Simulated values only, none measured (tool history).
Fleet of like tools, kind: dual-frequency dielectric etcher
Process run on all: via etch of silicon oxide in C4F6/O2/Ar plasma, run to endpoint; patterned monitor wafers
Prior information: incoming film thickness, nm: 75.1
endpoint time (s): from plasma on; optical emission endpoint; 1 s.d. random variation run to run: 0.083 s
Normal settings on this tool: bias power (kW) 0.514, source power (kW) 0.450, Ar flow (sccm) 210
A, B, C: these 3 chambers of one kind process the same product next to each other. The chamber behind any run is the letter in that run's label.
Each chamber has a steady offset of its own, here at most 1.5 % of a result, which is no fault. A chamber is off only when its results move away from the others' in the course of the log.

run 1A hour=9.2 | bias_power_(kW)=0.514 source_power_(kW)=0.450 Ar_flow_(sccm)=210 | endpoint_time_(s)=14.842
run 2C hour=19.4 | bias_power_(kW)=0.514 source_power_(kW)=0.450 Ar_flow_(sccm)=210 | endpoint_time_(s)=14.951
-- hour=21.7 chamber A: bias power generator calibrated
run 3B hour=26.6 | bias_power_(kW)=0.514 source_power_(kW)=0.450 Ar_flow_(sccm)=210 | endpoint_time_(s)=15.052
run 4B hour=36.7 | bias_power_(kW)=0.514 source_power_(kW)=0.450 Ar_flow_(sccm)=210 | endpoint_time_(s)=15.008
run 5A hour=46.2 | bias_power_(kW)=0.514 source_power_(kW)=0.450 Ar_flow_(sccm)=210 | endpoint_time_(s)=14.732
run 6C hour=56.1 | bias_power_(kW)=0.514 source_power_(kW)=0.450 Ar_flow_(sccm)=210 | endpoint_time_(s)=14.947
run 7B hour=66.5 | bias_power_(kW)=0.514 source_power_(kW)=0.450 Ar_flow_(sccm)=210 | endpoint_time_(s)=15.040
run 8A hour=75.0 | bias_power_(kW)=0.514 source_power_(kW)=0.450 Ar_flow_(sccm)=210 | endpoint_time_(s)=15.096
-- hour=76.8 chamber C: wet clean of the chamber
run 9C hour=82.1 | bias_power_(kW)=0.514 source_power_(kW)=0.450 Ar_flow_(sccm)=210 | endpoint_time_(s)=15.045
run 10B hour=87.0 | bias_power_(kW)=0.514 source_power_(kW)=0.450 Ar_flow_(sccm)=210 | endpoint_time_(s)=14.984
run 11A hour=97.5 | bias_power_(kW)=0.514 source_power_(kW)=0.450 Ar_flow_(sccm)=210 | endpoint_time_(s)=14.862
run 12C hour=106.7 | bias_power_(kW)=0.514 source_power_(kW)=0.450 Ar_flow_(sccm)=210 | endpoint_time_(s)=15.024
run 13C hour=116.0 | bias_power_(kW)=0.514 source_power_(kW)=0.450 Ar_flow_(sccm)=210 | endpoint_time_(s)=14.988
run 14B hour=120.5 | bias_power_(kW)=0.514 source_power_(kW)=0.450 Ar_flow_(sccm)=210 | endpoint_time_(s)=15.109
run 15A hour=128.2 | bias_power_(kW)=0.557 source_power_(kW)=0.380 Ar_flow_(sccm)=210 | endpoint_time_(s)=15.318
run 16B hour=135.1 | bias_power_(kW)=0.557 source_power_(kW)=0.380 Ar_flow_(sccm)=210 | endpoint_time_(s)=15.553
run 17C hour=140.5 | bias_power_(kW)=0.557 source_power_(kW)=0.380 Ar_flow_(sccm)=210 | endpoint_time_(s)=15.585
run 18A hour=147.4 | bias_power_(kW)=0.514 source_power_(kW)=0.450 Ar_flow_(sccm)=210 | endpoint_time_(s)=14.858
run 19A hour=152.8 | bias_power_(kW)=0.514 source_power_(kW)=0.450 Ar_flow_(sccm)=210 | endpoint_time_(s)=14.936
run 20B hour=157.3 | bias_power_(kW)=0.514 source_power_(kW)=0.450 Ar_flow_(sccm)=210 | endpoint_time_(s)=15.224
run 21C hour=163.3 | bias_power_(kW)=0.514 source_power_(kW)=0.450 Ar_flow_(sccm)=210 | endpoint_time_(s)=14.972
run 22A hour=168.9 | bias_power_(kW)=0.514 source_power_(kW)=0.450 Ar_flow_(sccm)=210 | endpoint_time_(s)=14.793
run 23B hour=177.7 | bias_power_(kW)=0.514 source_power_(kW)=0.450 Ar_flow_(sccm)=210 | endpoint_time_(s)=14.998
run 24C hour=187.9 | bias_power_(kW)=0.514 source_power_(kW)=0.450 Ar_flow_(sccm)=210 | endpoint_time_(s)=14.964
run 25C hour=194.7 | bias_power_(kW)=0.514 source_power_(kW)=0.450 Ar_flow_(sccm)=210 | endpoint_time_(s)=15.116
-- hour=197.7 chamber B: wet clean of the chamber
run 26B hour=201.7 | bias_power_(kW)=0.514 source_power_(kW)=0.450 Ar_flow_(sccm)=210 | endpoint_time_(s)=15.185
run 27A hour=206.9 | bias_power_(kW)=0.605 source_power_(kW)=0.510 Ar_flow_(sccm)=210 | endpoint_time_(s)=13.356
run 28B hour=217.4 | bias_power_(kW)=0.605 source_power_(kW)=0.510 Ar_flow_(sccm)=210 | endpoint_time_(s)=13.545
run 29A hour=225.9 | bias_power_(kW)=0.605 source_power_(kW)=0.510 Ar_flow_(sccm)=210 | endpoint_time_(s)=13.339
run 30C hour=231.8 | bias_power_(kW)=0.514 source_power_(kW)=0.450 Ar_flow_(sccm)=163 | endpoint_time_(s)=14.641
run 31B hour=241.7 | bias_power_(kW)=0.514 source_power_(kW)=0.450 Ar_flow_(sccm)=163 | endpoint_time_(s)=14.594
run 32C hour=247.9 | bias_power_(kW)=0.514 source_power_(kW)=0.450 Ar_flow_(sccm)=163 | endpoint_time_(s)=14.582
run 33A hour=256.2 | bias_power_(kW)=0.423 source_power_(kW)=0.450 Ar_flow_(sccm)=227 | endpoint_time_(s)=16.066
run 34A hour=262.5 | bias_power_(kW)=0.423 source_power_(kW)=0.450 Ar_flow_(sccm)=227 | endpoint_time_(s)=16.053
run 35C hour=267.5 | bias_power_(kW)=0.423 source_power_(kW)=0.450 Ar_flow_(sccm)=227 | endpoint_time_(s)=16.290
run 36B hour=276.1 | bias_power_(kW)=0.514 source_power_(kW)=0.450 Ar_flow_(sccm)=210 | endpoint_time_(s)=15.085
run 37C hour=282.6 | bias_power_(kW)=0.514 source_power_(kW)=0.450 Ar_flow_(sccm)=210 | endpoint_time_(s)=14.995
run 38A hour=289.9 | bias_power_(kW)=0.514 source_power_(kW)=0.450 Ar_flow_(sccm)=210 | endpoint_time_(s)=14.713
run 39B hour=299.8 | bias_power_(kW)=0.514 source_power_(kW)=0.450 Ar_flow_(sccm)=210 | endpoint_time_(s)=14.850
run 40C hour=307.4 | bias_power_(kW)=0.514 source_power_(kW)=0.450 Ar_flow_(sccm)=210 | endpoint_time_(s)=14.938

The same settings go to every chamber for the next run, one line per chamber below. Forecast the results for each:
run 41A hour=314.9 | bias_power_(kW)=0.514 source_power_(kW)=0.450 Ar_flow_(sccm)=210 | endpoint_time_(s)=?
run 41B hour=314.9 | bias_power_(kW)=0.514 source_power_(kW)=0.450 Ar_flow_(sccm)=210 | endpoint_time_(s)=?
run 41C hour=314.9 | bias_power_(kW)=0.514 source_power_(kW)=0.450 Ar_flow_(sccm)=210 | endpoint_time_(s)=?

run=41A endpoint_time_(s)=14.796
run=41B endpoint_time_(s)=15.046
run=41C endpoint_time_(s)=14.878
